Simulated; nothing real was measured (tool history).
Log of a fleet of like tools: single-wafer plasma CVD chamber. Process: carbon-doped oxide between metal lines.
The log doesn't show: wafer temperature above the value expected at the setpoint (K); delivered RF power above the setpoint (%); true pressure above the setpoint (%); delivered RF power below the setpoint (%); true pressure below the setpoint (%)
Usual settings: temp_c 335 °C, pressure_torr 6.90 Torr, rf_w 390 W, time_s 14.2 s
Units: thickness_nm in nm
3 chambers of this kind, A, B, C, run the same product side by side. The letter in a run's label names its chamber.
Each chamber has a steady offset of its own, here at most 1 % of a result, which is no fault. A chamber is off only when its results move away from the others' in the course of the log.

run,hour,temp_c,pressure_torr,rf_w,time_s,hours since the last thermocouple change,hours since the last RF generator calibration,hours since the last manometer calibration,"read-back reference wafer on the same gauge, thickness_nm",thickness_nm
1C,7.6,335,6.90,390,14.2,1641.8,887.3,697.5,62.241,66.714
2B,18.5,335,6.90,390,14.2,454.1,1072.8,890.7,62.253,66.528
3A,26.0,335,6.90,390,14.2,699.8,489.0,487.8,62.350,67.745
4C,37.3,335,6.90,390,14.2,1671.5,917.0,727.2,62.305,66.876
5A,47.5,335,6.90,390,14.2,721.3,510.5,509.3,62.291,67.957
6B,52.9,335,6.90,390,14.2,488.5,1107.2,925.1,62.302,67.354
7B,61.0,335,6.90,390,14.2,496.6,1115.3,933.2,62.286,66.799
8C,67.8,335,6.90,390,14.2,1702.0,947.5,757.7,62.329,67.564
9A,76.9,335,6.90,390,14.2,750.7,539.9,538.7,62.251,67.688
10B,83.0,335,6.90,390,14.2,518.6,1137.3,955.2,62.232,66.804
11C,92.3,335,6.90,390,14.2,1726.5,972.0,782.2,62.335,67.518
12A,100.3,335,6.90,390,14.2,774.1,563.3,562.1,62.276,68.215
13B,109.8,335,6.90,390,14.2,545.4,1164.1,982.0,62.277,66.719
14C,115.4,335,6.90,390,14.2,1749.6,995.1,805.3,62.265,66.986
15A,123.1,335,6.90,390,14.2,796.9,586.1,584.9,62.293,67.139
16B,133.0,335,6.90,390,14.2,568.6,1187.3,1005.2,62.259,66.227
17C,138.9,335,5.70,390,16.5,1773.1,1018.6,828.8,62.260,75.939
18A,144.9,335,5.70,390,16.5,818.7,607.9,606.7,62.361,77.717
19C,154.9,335,5.70,390,16.5,1789.1,1034.6,844.8,62.258,76.525
# hour 155.2: chamber C: RF generator calibrated
20B,163.0,342,6.90,390,13.0,598.6,1217.3,1035.2,62.348,58.547
21A,174.4,342,6.90,390,13.0,848.2,637.4,636.2,62.334,60.727
22A,181.4,342,6.90,390,13.0,855.2,644.4,643.2,62.354,60.050
23C,193.2,325,8.32,390,14.2,1827.4,38.1,883.1,62.404,69.918
24B,198.5,325,8.32,390,14.2,634.1,1252.8,1070.7,62.265,68.011
25B,204.7,325,8.32,390,14.2,640.3,1259.0,1076.9,62.289,68.124
26C,213.4,335,6.90,390,14.2,1847.6,58.3,903.3,62.312,67.079
27A,218.7,335,6.90,390,14.2,892.5,681.7,680.5,62.239,67.626
28A,226.8,335,6.02,390,14.2,900.6,689.8,688.6,62.326,67.469
29B,234.5,335,6.02,390,14.2,670.1,1288.8,1106.7,62.335,63.680
30C,241.9,335,6.02,390,14.2,1876.1,86.8,931.8,62.351,66.617
31B,248.4,335,6.90,390,14.2,684.0,1302.7,1120.6,62.268,63.948
32A,260.2,335,6.90,390,14.2,934.0,723.2,722.0,62.265,67.082
33C,271.7,335,6.90,390,14.2,1905.9,116.6,961.6,62.290,66.455
34C,277.8,335,6.90,390,14.2,1912.0,122.7,967.7,62.309,66.986
35B,284.5,335,6.90,390,14.2,720.1,1338.8,1156.7,62.316,63.008
36A,296.2,335,6.90,390,14.2,970.0,759.2,758.0,62.290,67.635
37B,303.8,335,6.90,390,14.2,739.4,1358.1,1176.0,62.339,63.250
38A,309.8,335,6.90,390,14.2,983.6,772.8,771.6,62.391,67.877
39C,317.6,335,6.90,390,14.2,1951.8,162.5,1007.5,62.304,67.397

Is one chamber off against the others, does the gauge drift, or is nothing wrong? If a chamber is off, say which, and what the likeliest cause is.

Chamber B drifts away from the others.
Cause: delivered RF power below the setpoint (%) = 7.82.

Here are 4 candidates for chamber B's next run, each the usual settings with a change, their results left as question marks. Which one brings its results back in line with what the others give on the usual settings?
In line means no further than this from the other chambers' mean on the usual settings: thickness_nm 1.400 nm
40B-1,326.1,336,6.87,380,13.6,,,,,?
40B-2,326.1,334,6.93,400,14.8,,,,,?
40B-3,326.1,334,6.96,415,15.3,,,,,?
40B-4,326.1,335,6.90,335,14.2,,,,,?

The other chambers' mean on the usual settings: thickness_nm 67.310 nm
run,thickness_nm
40B-1,58.918
40B-2,67.095
40B-3,71.344
40B-4,55.938
40B-2 brings the chamber back in line.

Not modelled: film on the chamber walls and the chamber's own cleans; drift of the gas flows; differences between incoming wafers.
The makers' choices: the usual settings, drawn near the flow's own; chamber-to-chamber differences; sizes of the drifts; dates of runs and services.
